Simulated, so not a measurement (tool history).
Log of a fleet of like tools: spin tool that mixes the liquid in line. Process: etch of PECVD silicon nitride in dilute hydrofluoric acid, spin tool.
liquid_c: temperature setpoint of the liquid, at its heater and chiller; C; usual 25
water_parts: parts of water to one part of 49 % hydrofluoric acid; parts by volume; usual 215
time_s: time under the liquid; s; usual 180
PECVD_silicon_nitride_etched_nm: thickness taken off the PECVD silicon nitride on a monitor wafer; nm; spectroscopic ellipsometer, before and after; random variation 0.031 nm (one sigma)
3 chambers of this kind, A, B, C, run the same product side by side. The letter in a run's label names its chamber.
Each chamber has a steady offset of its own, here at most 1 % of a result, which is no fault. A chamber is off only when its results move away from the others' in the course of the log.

run	hour	liquid_c	water_parts	time_s	read-back film thickness of the PECVD silicon nitride reference wafer, read on the same gauge (nm)	PECVD_silicon_nitride_etched_nm
1A	6.8	25	215	180	90.003	3.6698
2B	13.4	25	215	180	90.024	3.7050
3C	18.5	25	215	180	90.013	3.7040
4A	24.9	25	215	180	89.973	3.6252
5B	30.9	25	215	180	90.005	3.6985
6C	38.7	23	215	180	90.004	3.2613
7C	42.6	23	215	180	90.028	3.2286
8B	49.6	23	215	180	89.995	3.2121
9A	57.5	25	215	180	90.004	3.6754
10A	65.2	25	215	180	90.023	3.7008
11C	72.6	30	215	180	89.998	4.9962
12B	77.3	30	215	180	89.995	4.9986
13B	85.4	30	215	180	89.997	5.0172
14A	93.5	25	215	180	90.005	3.7868
15C	98.4	25	215	180	89.979	3.6344
16C	105.6	25	215	180	89.969	3.6207
17B	111.3	25	215	180	89.998	3.6844
18A	119.1	25	215	180	90.028	3.8585
19C	125.6	25	275	215	90.013	3.4436
20B	131.0	25	275	215	90.020	3.4244
21A	139.3	25	275	215	89.993	3.5736
22B	143.7	25	215	180	89.987	3.7027
23A	149.4	25	215	180	89.989	3.8343
24C	156.4	25	215	180	90.015	3.6608
25C	163.5	25	215	180	89.997	3.6353

What goes on in this fleet: one chamber off, a drifting gauge, or nothing beyond the chambers' own small offsets? Name the chamber and the cause, if any.

Chamber A drifts away from the others.
Cause: hydrofluoric acid flow above the setpoint (%) = 6.46.
The log may not tell that from: liquid hotter than its thermometer reads (K).

Here are 4 candidates for chamber A's next run, each the usual settings with a change, their results left as question marks. Which one brings its results back in line with what the others give on the usual settings?
In line means no further than this from the other chambers' mean on the usual settings: PECVD_silicon_nitride_etched_nm 0.1100 nm
26A-1	169.5	25.0	210	185		?
26A-2	169.5	25.0	220	175		?
26A-3	169.5	25.0	225	170		?
26A-4	169.5	25.5	200	180		?

The other chambers' mean on the usual settings: PECVD_silicon_nitride_etched_nm 3.6774 nm
run	PECVD_silicon_nitride_etched_nm
26A-1	4.0406
26A-2	3.6506
26A-3	3.4685
26A-4	4.2593
26A-2 brings the chamber back in line.

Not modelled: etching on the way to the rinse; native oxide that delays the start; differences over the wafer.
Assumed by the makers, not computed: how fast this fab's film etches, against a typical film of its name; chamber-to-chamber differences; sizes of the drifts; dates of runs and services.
